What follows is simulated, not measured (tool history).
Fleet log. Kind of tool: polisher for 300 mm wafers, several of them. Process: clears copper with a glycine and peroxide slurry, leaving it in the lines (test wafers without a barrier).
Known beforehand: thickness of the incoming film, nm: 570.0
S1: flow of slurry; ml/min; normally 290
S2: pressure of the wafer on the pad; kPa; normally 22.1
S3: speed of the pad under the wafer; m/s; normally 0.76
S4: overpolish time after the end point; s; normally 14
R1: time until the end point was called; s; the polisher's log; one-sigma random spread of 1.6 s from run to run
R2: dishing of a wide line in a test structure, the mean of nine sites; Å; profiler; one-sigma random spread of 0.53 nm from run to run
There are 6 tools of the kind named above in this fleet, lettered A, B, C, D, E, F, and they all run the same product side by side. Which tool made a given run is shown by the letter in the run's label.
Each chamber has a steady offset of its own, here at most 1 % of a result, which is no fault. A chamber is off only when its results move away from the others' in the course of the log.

run	hour	S1	S2	S3	S4	R1	R2
# hour 1.6: chamber C: worn pad replaced by a new one
1E	3.4	290	22.1	0.76	14	134.78	353.92
2B	9.7	290	22.1	0.76	14	136.63	360.85
# hour 11.9: chamber D: head pressure recalibrated
3A	14.2	290	22.1	0.76	14	137.5	354.53
4D	19.6	290	22.1	0.76	14	137.83	361.88
# hour 23.3: chamber A: worn pad replaced by a new one
5C	24.8	205	22.1	0.9	14	124.2	383.13
6F	31	205	22.1	0.9	14	123.15	378.77
# hour 36.6: chamber D: worn pad replaced by a new one
7A	37.2	205	22.1	0.9	14	122.77	378.63
8C	40.6	205	22.1	0.9	14	122.49	386.86
9F	44.6	205	22.1	0.9	14	124.19	386.76
# hour 47.3: chamber E: worn pad replaced by a new one
10D	48.8	205	22.1	0.9	14	121.29	386.85
11E	53	290	22.1	0.94	14	113.59	402.01
12B	56.9	290	22.1	0.94	14	116.05	406.56
13C	63.3	290	22.1	0.94	14	113.13	396.14
14F	66.6	290	22.1	0.94	14	113.21	406.29
# hour 68.6: chamber A: worn pad replaced by a new one
15E	71.4	290	22.1	0.94	14	114.21	402.45
# hour 76.2: chamber C: worn pad replaced by a new one
16D	76.7	290	22.1	0.94	14	114.23	415.06
17B	79.6	290	22.1	0.76	14	137.78	362.37
# hour 83.1: chamber B: worn pad replaced by a new one
18A	84	290	22.1	0.76	14	138.3	356.87
19C	89.7	290	22.1	0.76	14	137.67	362.12
20E	94.8	290	22.1	0.76	14	137.06	350.3
21F	98.1	290	22.1	0.76	14	141.33	364.84
22A	103.3	290	22.1	0.76	14	138.24	360.22
23B	108	290	22.1	0.76	14	134.27	358.41
24D	112.8	290	22.1	0.76	14	135.86	357.02
25A	118.4	290	22.1	0.76	14	135.22	359.52
# hour 120.3: chamber A: worn pad replaced by a new one
26E	123.4	290	15.2	0.76	14	184.03	284.41
27B	129.5	290	15.2	0.76	14	180.37	287.53
28D	132.9	290	15.2	0.76	14	183.21	290.41
29C	137.7	290	15.2	0.76	14	183.48	287.63
30F	141	290	15.2	0.76	14	185.45	280.85
31A	146.4	290	15.2	0.76	14	181.31	284.06
# hour 151.5: chamber C: worn pad replaced by a new one
32D	152.8	290	20	0.76	14	145.81	340.6
33F	158.9	290	20	0.76	14	151.46	328.86
# hour 164.2: chamber D: worn pad replaced by a new one
34E	165.2	290	20	0.76	14	147.44	345.94
# hour 165.3: chamber A: worn pad replaced by a new one
35B	170.8	290	20	0.76	14	148	334.72
36C	176.5	290	20	0.76	14	149.31	334.54
37D	179.6	290	20	0.76	14	148.58	346.69
38E	182.8	290	22.1	0.76	14	134.64	360.7
39F	189.2	290	22.1	0.76	14	147.15	336.27
40A	195.1	290	22.1	0.76	14	137.15	358.01
41B	201.1	385	22.1	0.76	14	133.94	362.2
42C	205.3	385	22.1	0.76	14	132.57	362.13

Decide between three cases: one chamber stands off from its peers, the gauge reading all wafers drifts, or nothing is wrong past each chamber's small offset. Where a chamber is off, say which and what most likely put it there.

It is chamber F that slowly wanders off from its peers.
Likeliest cause: removal rate lost through wear of the pad, % = 7.2.
The log might look much the same if the cause were instead: slurry flow missing at the pad, %; head's pressure below its setpoint, %.

Chamber F could run next with any of the 4 candidate recipes listed below; each alters the usual settings, and their results appear as question marks. Which one brings its results back in line with what the other chambers deliver on the usual settings?
In-line tolerance around the mean of the other chambers on the usual settings: R1 5.7 s; R2 18 Å
43F-1	209.9	290	21.4	0.72	14	?	?
43F-2	209.9	295	24.1	0.82	14	?	?
43F-3	209.9	290	22.8	0.8	14	?	?
43F-4	209.9	285	20	0.7	14	?	?

On the usual settings, the other chambers give on average: R1 136.86 s; R2 357.34 Å
run	R1	R2
43F-1	157.2	323.02
43F-2	127.96	375.31
43F-3	137.31	356.61
43F-4	169.64	304.64
43F-3 puts the chamber back in line with the other chambers.

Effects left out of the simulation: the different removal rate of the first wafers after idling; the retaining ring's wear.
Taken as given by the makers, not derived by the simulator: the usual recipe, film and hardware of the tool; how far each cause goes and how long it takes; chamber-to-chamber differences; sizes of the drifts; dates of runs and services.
